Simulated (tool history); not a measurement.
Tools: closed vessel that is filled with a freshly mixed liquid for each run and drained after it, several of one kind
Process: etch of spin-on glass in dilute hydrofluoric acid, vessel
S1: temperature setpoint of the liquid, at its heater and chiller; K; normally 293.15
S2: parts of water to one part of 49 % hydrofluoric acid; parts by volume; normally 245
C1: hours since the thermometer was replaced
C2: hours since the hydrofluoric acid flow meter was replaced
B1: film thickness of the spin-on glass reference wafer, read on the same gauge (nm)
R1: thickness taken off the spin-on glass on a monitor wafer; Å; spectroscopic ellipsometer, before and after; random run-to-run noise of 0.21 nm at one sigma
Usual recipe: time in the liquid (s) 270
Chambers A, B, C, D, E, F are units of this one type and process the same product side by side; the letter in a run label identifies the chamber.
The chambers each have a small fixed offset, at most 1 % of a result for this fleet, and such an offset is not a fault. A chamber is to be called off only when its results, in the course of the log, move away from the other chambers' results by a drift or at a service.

{"run": "1A", "hour": 11.3, "S1": 293.15, "S2": 245, "time in the liquid (s)": 270, "C1": 666.0, "C2": 737.7, "B1": 89.971, "R1": 204.21}
{"run": "2D", "hour": 20.0, "S1": 293.15, "S2": 245, "time in the liquid (s)": 270, "C1": 1418.3, "C2": 347.6, "B1": 89.991, "R1": 212.71}
{"run": "3B", "hour": 33.5, "S1": 293.15, "S2": 245, "time in the liquid (s)": 270, "C1": 1798.0, "C2": 347.5, "B1": 90.005, "R1": 206.24}
{"hour": 34.8, "done": "chamber A: hydrofluoric acid flow meter replaced"}
{"run": "4C", "hour": 41.2, "S1": 293.15, "S2": 245, "time in the liquid (s)": 270, "C1": 1400.7, "C2": 1708.7, "B1": 90.035, "R1": 205.03}
{"run": "5E", "hour": 48.7, "S1": 293.15, "S2": 245, "time in the liquid (s)": 270, "C1": 142.2, "C2": 606.8, "B1": 90.025, "R1": 206.63}
{"run": "6F", "hour": 62.2, "S1": 293.15, "S2": 245, "time in the liquid (s)": 270, "C1": 779.4, "C2": 1206.0, "B1": 90.032, "R1": 208.83}
{"run": "7D", "hour": 73.5, "S1": 293.15, "S2": 245, "time in the liquid (s)": 270, "C1": 1471.8, "C2": 401.1, "B1": 89.989, "R1": 206.48}
{"run": "8F", "hour": 81.3, "S1": 293.15, "S2": 245, "time in the liquid (s)": 270, "C1": 798.5, "C2": 1225.1, "B1": 89.991, "R1": 208.23}
{"run": "9C", "hour": 94.1, "S1": 290.15, "S2": 145, "time in the liquid (s)": 270, "C1": 1453.6, "C2": 1761.6, "B1": 90.008, "R1": 337.42}
{"run": "10E", "hour": 101.2, "S1": 290.15, "S2": 145, "time in the liquid (s)": 270, "C1": 194.7, "C2": 659.3, "B1": 89.985, "R1": 344.68}
{"run": "11A", "hour": 110.2, "S1": 290.15, "S2": 145, "time in the liquid (s)": 270, "C1": 764.9, "C2": 75.4, "B1": 90.023, "R1": 336.19}
{"run": "12B", "hour": 123.8, "S1": 290.15, "S2": 145, "time in the liquid (s)": 270, "C1": 1888.3, "C2": 437.8, "B1": 90.011, "R1": 333.7}
{"run": "13B", "hour": 137.7, "S1": 290.15, "S2": 145, "time in the liquid (s)": 270, "C1": 1902.2, "C2": 451.7, "B1": 90.008, "R1": 337.51}
{"run": "14D", "hour": 146.1, "S1": 290.15, "S2": 145, "time in the liquid (s)": 270, "C1": 1544.4, "C2": 473.7, "B1": 90.01, "R1": 341.83}
{"run": "15F", "hour": 159.6, "S1": 293.15, "S2": 290, "time in the liquid (s)": 270, "C1": 876.8, "C2": 1303.4, "B1": 90.001, "R1": 168.87}
{"run": "16C", "hour": 172.0, "S1": 293.15, "S2": 290, "time in the liquid (s)": 270, "C1": 1531.5, "C2": 1839.5, "B1": 90.005, "R1": 165.88}
{"run": "17A", "hour": 185.2, "S1": 293.15, "S2": 290, "time in the liquid (s)": 270, "C1": 839.9, "C2": 150.4, "B1": 89.972, "R1": 162.13}
{"run": "18E", "hour": 191.8, "S1": 293.15, "S2": 290, "time in the liquid (s)": 270, "C1": 285.3, "C2": 749.9, "B1": 90.0, "R1": 167.82}
{"run": "19F", "hour": 198.2, "S1": 293.15, "S2": 290, "time in the liquid (s)": 270, "C1": 915.4, "C2": 1342.0, "B1": 89.991, "R1": 169.31}
{"run": "20E", "hour": 209.1, "S1": 293.15, "S2": 290, "time in the liquid (s)": 270, "C1": 302.6, "C2": 767.2, "B1": 90.007, "R1": 165.67}
{"run": "21C", "hour": 219.5, "S1": 293.15, "S2": 245, "time in the liquid (s)": 270, "C1": 1579.0, "C2": 1887.0, "B1": 89.98, "R1": 208.62}
{"run": "22A", "hour": 233.9, "S1": 293.15, "S2": 245, "time in the liquid (s)": 270, "C1": 888.6, "C2": 199.1, "B1": 89.979, "R1": 200.39}
{"run": "23B", "hour": 242.4, "S1": 293.15, "S2": 245, "time in the liquid (s)": 270, "C1": 2006.9, "C2": 556.4, "B1": 89.979, "R1": 207.83}
{"run": "24D", "hour": 253.8, "S1": 293.15, "S2": 245, "time in the liquid (s)": 270, "C1": 1652.1, "C2": 581.4, "B1": 90.01, "R1": 209.49}
{"run": "25B", "hour": 265.1, "S1": 293.15, "S2": 245, "time in the liquid (s)": 270, "C1": 2029.6, "C2": 579.1, "B1": 89.995, "R1": 207.36}
{"run": "26D", "hour": 275.0, "S1": 293.15, "S2": 140, "time in the liquid (s)": 270, "C1": 1673.3, "C2": 602.6, "B1": 89.999, "R1": 404.16}
{"hour": 280.7, "done": "chamber D: hydrofluoric acid flow meter replaced"}
{"run": "27A", "hour": 284.2, "S1": 293.15, "S2": 140, "time in the liquid (s)": 270, "C1": 938.9, "C2": 249.4, "B1": 89.997, "R1": 379.61}
{"run": "28F", "hour": 298.2, "S1": 293.15, "S2": 140, "time in the liquid (s)": 270, "C1": 1015.4, "C2": 1442.0, "B1": 89.993, "R1": 406.24}
{"hour": 303.1, "done": "chamber F: thermometer replaced"}
{"run": "29C", "hour": 308.8, "S1": 293.15, "S2": 140, "time in the liquid (s)": 270, "C1": 1668.3, "C2": 1976.3, "B1": 90.007, "R1": 409.98}
{"run": "30E", "hour": 322.5, "S1": 293.15, "S2": 140, "time in the liquid (s)": 270, "C1": 416.0, "C2": 880.6, "B1": 90.012, "R1": 410.6}
{"run": "31E", "hour": 337.0, "S1": 293.15, "S2": 140, "time in the liquid (s)": 270, "C1": 430.5, "C2": 895.1, "B1": 89.973, "R1": 400.28}
{"run": "32C", "hour": 344.9, "S1": 293.15, "S2": 245, "time in the liquid (s)": 270, "C1": 1704.4, "C2": 2012.4, "B1": 89.981, "R1": 210.19}
{"hour": 350.6, "done": "chamber C: hydrofluoric acid flow meter replaced"}
{"run": "33D", "hour": 356.7, "S1": 293.15, "S2": 245, "time in the liquid (s)": 270, "C1": 1755.0, "C2": 76.0, "B1": 89.986, "R1": 209.99}
{"run": "34A", "hour": 370.0, "S1": 293.15, "S2": 245, "time in the liquid (s)": 270, "C1": 1024.7, "C2": 335.2, "B1": 89.992, "R1": 195.22}
{"run": "35B", "hour": 379.0, "S1": 293.15, "S2": 245, "time in the liquid (s)": 270, "C1": 2143.5, "C2": 693.0, "B1": 89.99, "R1": 207.79}
{"run": "36F", "hour": 385.7, "S1": 293.15, "S2": 245, "time in the liquid (s)": 270, "C1": 82.7, "C2": 1529.5, "B1": 89.999, "R1": 209.37}
{"run": "37A", "hour": 395.1, "S1": 293.15, "S2": 245, "time in the liquid (s)": 270, "C1": 1049.8, "C2": 360.3, "B1": 90.015, "R1": 196.58}
{"run": "38C", "hour": 404.9, "S1": 293.15, "S2": 245, "time in the liquid (s)": 270, "C1": 1764.4, "C2": 54.4, "B1": 89.982, "R1": 209.57}
{"run": "39E", "hour": 415.7, "S1": 293.15, "S2": 245, "time in the liquid (s)": 270, "C1": 509.2, "C2": 973.8, "B1": 90.011, "R1": 203.46}
{"run": "40B", "hour": 429.3, "S1": 293.15, "S2": 245, "time in the liquid (s)": 185, "C1": 2193.8, "C2": 743.3, "B1": 89.97, "R1": 142.07}
{"run": "41D", "hour": 441.6, "S1": 293.15, "S2": 245, "time in the liquid (s)": 185, "C1": 1839.9, "C2": 160.9, "B1": 90.006, "R1": 140.88}

Does one chamber stand apart from the rest, does the shared gauge drift, or is all well apart from small per-chamber offsets? Give the chamber and the most likely cause, where there is one.

It is chamber A that slowly wanders off from its peers.
What lies behind it: liquid colder than its thermometer reads (K) = 1.52.

Chamber A could run next with any of the 4 candidate recipes listed below; each alters the usual settings, and their results appear as question marks. Which one brings its results back in line with what the other chambers deliver on the usual settings?
Allowed miss from the other chambers' usual-settings mean, per result, to count as in line: R1 7.20 Å
{"run": "42A-1", "hour": 452.1, "S1": 293.15, "S2": 235, "time in the liquid (s)": 270, "R1": "?"}
{"run": "42A-2", "hour": 452.1, "S1": 293.15, "S2": 245, "time in the liquid (s)": 235, "R1": "?"}
{"run": "42A-3", "hour": 452.1, "S1": 293.65, "S2": 245, "time in the liquid (s)": 300, "R1": "?"}
{"run": "42A-4", "hour": 452.1, "S1": 293.15, "S2": 260, "time in the liquid (s)": 270, "R1": "?"}

The other chambers' mean on the usual settings: R1 207.71 Å
run=42A-1 R1=204.14
run=42A-2 R1=168.89
run=42A-3 R1=219.67
run=42A-4 R1=180.39
Change 42A-1 lands the chamber within the allowed miss of the other chambers.
